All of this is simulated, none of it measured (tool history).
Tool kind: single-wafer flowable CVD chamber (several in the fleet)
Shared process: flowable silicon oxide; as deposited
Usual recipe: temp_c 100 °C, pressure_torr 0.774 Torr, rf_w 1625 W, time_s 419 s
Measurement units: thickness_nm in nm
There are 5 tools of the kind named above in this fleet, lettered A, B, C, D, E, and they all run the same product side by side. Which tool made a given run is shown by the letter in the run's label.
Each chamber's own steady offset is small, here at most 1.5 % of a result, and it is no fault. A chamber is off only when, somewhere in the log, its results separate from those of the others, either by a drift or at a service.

run   hour  temp_c  pressure_torr  rf_w  time_s  read-back reference wafer on the same gauge, thickness_nm  thickness_nm
 1D    9.5     100          0.774  1625     419                                                     229.08        231.81
 2A   15.6     100          0.774  1625     419                                                     229.14        233.09
 3C   20.9     100          0.774  1625     419                                                     229.21        231.59
 4E   26.1     100          0.774  1625     419                                                     229.27        229.22
 5B   33.4     100          0.774  1625     419                                                     229.29        235.31
 6C   38.4     100          0.774  1625     419                                                     229.33        232.29
 7B   46.1     100          0.774  1625     419                                                     229.41        235.25
 8E   55.3     100          0.774  1625     419                                                     229.47        230.41
 9D   61.0     100          0.774  1625     419                                                     229.40        231.85
10A   69.5     100          0.774  1625     419                                                     229.52        234.46
11A   75.4     100          0.774  1625     419                                                     229.60        234.56
12C   81.2     100          0.896  1625     419                                                     229.64        280.36
      85.3  -- chamber D: capacitance manometer re-zeroed and calibrated
13D   89.1     100          0.896  1625     419                                                     229.65        279.40
14B   98.2     100          0.896  1625     419                                                     229.75        285.35
15E  102.4     100          0.896  1625     419                                                     229.81        277.44
16D  107.5     100          0.896  1625     419                                                     229.97        279.32
17A  113.8     100          0.774  1880     419                                                     229.85        243.91
18C  121.9     100          0.774  1880     419                                                     229.97        241.93
19B  128.9     100          0.774  1880     419                                                     229.91        245.71
20E  135.4     100          0.774  1880     419                                                     230.03        240.22
21D  139.7     100          0.774  1880     419                                                     230.18        242.28
22B  148.5     100          0.774  1625     419                                                     230.22        237.19
     151.6  -- chamber A: RF generator calibrated
23E  152.6     100          0.774  1625     419                                                     230.29        230.64
24C  160.3      87          0.599  1625     419                                                     230.27        253.40
25A  166.1      87          0.599  1625     419                                                     230.17        252.41
26E  173.8      87          0.599  1625     419                                                     230.36        249.15
27C  182.9      87          0.599  1625     419                                                     230.43        253.96
28A  187.4      87          0.599  1625     419                                                     230.48        252.27
29D  194.8     100          0.774  1625     419                                                     230.49        232.08
30B  200.8     100          0.774  1625     419                                                     230.58        236.54

What goes on in this fleet: one chamber off, a drifting gauge, or nothing beyond the chambers' own small offsets? Name the chamber and the cause, if any.

The gauge drifts, so all chambers seem to drift together. No chamber is off.
Most likely cause: gauge reads high (%) = 0.696.
